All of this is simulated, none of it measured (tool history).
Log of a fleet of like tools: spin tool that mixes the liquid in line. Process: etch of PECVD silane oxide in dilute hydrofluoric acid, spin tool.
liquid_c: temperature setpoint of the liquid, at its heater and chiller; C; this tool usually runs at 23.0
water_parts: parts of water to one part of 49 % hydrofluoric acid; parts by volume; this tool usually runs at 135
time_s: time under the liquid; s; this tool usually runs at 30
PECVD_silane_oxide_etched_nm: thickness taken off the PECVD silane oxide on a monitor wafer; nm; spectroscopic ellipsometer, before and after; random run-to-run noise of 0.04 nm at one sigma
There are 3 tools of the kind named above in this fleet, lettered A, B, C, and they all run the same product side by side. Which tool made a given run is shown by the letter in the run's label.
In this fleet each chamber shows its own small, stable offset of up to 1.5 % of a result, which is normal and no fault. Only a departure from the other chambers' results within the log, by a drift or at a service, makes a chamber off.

| run | day | liquid_c | water_parts | time_s | hours since the thermometer was replaced | hours since the hydrofluoric acid flow meter was replaced | read-back film thickness of the PECVD silane oxide reference wafer, read on the same gauge (nm) | PECVD_silane_oxide_etched_nm |
|---|---|---|---|---|---|---|---|---|
| 1C | 0.604 | 23.0 | 135 | 30 | 1338.1 | 572.9 | 70.001 | 4.7046 |
| 2B | 1.204 | 23.0 | 135 | 30 | 2193.0 | 1201.8 | 69.996 | 4.8350 |
| 3A | 1.533 | 23.0 | 135 | 30 | 271.6 | 382.5 | 69.981 | 4.8405 |
| 4A | 2.217 | 23.0 | 135 | 30 | 288.0 | 398.9 | 70.009 | 4.8499 |
| 5C | 2.817 | 23.0 | 135 | 30 | 1391.2 | 626.0 | 70.015 | 4.7720 |
|  | 3.162 | chamber C: thermometer replaced |
| 6B | 3.283 | 23.0 | 135 | 30 | 2242.9 | 1251.7 | 69.981 | 4.7407 |
| 7B | 3.925 | 23.0 | 135 | 30 | 2258.3 | 1267.1 | 69.991 | 4.7626 |
| 8C | 4.358 | 23.0 | 135 | 30 | 28.7 | 663.0 | 69.996 | 4.6797 |
| 9A | 4.967 | 23.0 | 135 | 30 | 354.0 | 464.9 | 69.994 | 4.7921 |
| 10A | 5.283 | 23.0 | 135 | 30 | 361.6 | 472.5 | 70.014 | 4.8219 |
| 11C | 5.708 | 23.0 | 135 | 30 | 61.1 | 695.4 | 69.982 | 4.6360 |
| 12B | 6.183 | 23.0 | 135 | 30 | 2312.5 | 1321.3 | 70.017 | 4.7698 |
| 13C | 6.738 | 23.0 | 135 | 30 | 85.8 | 720.1 | 69.994 | 4.5452 |
| 14A | 7.325 | 23.0 | 135 | 30 | 410.6 | 521.5 | 70.001 | 4.8181 |
| 15B | 7.912 | 23.0 | 135 | 30 | 2354.0 | 1362.8 | 69.987 | 4.7912 |
| 16C | 8.492 | 23.0 | 135 | 30 | 127.9 | 762.2 | 69.973 | 4.4710 |
| 17A | 9.062 | 23.0 | 135 | 30 | 452.3 | 563.2 | 70.019 | 4.8625 |
| 18B | 9.450 | 25.5 | 135 | 30 | 2390.9 | 1399.7 | 70.002 | 5.3106 |
| 19C | 9.875 | 25.5 | 135 | 30 | 161.1 | 795.4 | 69.974 | 4.8707 |
| 20A | 10.546 | 25.5 | 135 | 30 | 487.9 | 598.8 | 70.046 | 5.2788 |
| 21B | 10.933 | 23.0 | 135 | 30 | 2426.5 | 1435.3 | 69.963 | 4.7616 |
| 22C | 11.412 | 23.0 | 90 | 15 | 198.0 | 832.3 | 69.994 | 3.5121 |
| 23A | 11.992 | 23.0 | 90 | 15 | 522.6 | 633.5 | 70.021 | 3.7797 |
| 24B | 12.300 | 23.0 | 90 | 15 | 2459.3 | 1468.1 | 69.983 | 3.8095 |
| 25A | 12.712 | 23.0 | 135 | 30 | 539.9 | 650.8 | 70.019 | 4.7758 |

Is one chamber out of step, is the gauge drifting, or do the chambers differ by no more than their own small offsets? For an off chamber, give its letter and the likeliest cause.

Little by little, chamber C moves away from the other chambers.
What lies behind it: hydrofluoric acid flow below the setpoint (%) = 7.84.

Below are 4 candidate recipes for chamber C's next run, each the usual settings with a change, their results shown as question marks. Which of them brings C's results back in line with what the other chambers give on the usual settings?
Maximum distance from the other chambers' mean on the usual settings for a result to count as in line: PECVD_silane_oxide_etched_nm 0.1400 nm
| 26C-1 | 13.208 | 21.5 | 135 | 30 |  |  |  | ? |
| 26C-2 | 13.208 | 23.5 | 125 | 30 |  |  |  | ? |
| 26C-3 | 13.208 | 20.5 | 135 | 30 |  |  |  | ? |
| 26C-4 | 13.208 | 23.0 | 130 | 30 |  |  |  | ? |

The other chambers' mean on the usual settings: PECVD_silane_oxide_etched_nm 4.8070 nm
| run | PECVD_silane_oxide_etched_nm |
|---|---|
| 26C-1 | 4.0943 |
| 26C-2 | 4.8368 |
| 26C-3 | 3.9390 |
| 26C-4 | 4.5336 |
With 26C-2, the chamber falls back in line with the rest.

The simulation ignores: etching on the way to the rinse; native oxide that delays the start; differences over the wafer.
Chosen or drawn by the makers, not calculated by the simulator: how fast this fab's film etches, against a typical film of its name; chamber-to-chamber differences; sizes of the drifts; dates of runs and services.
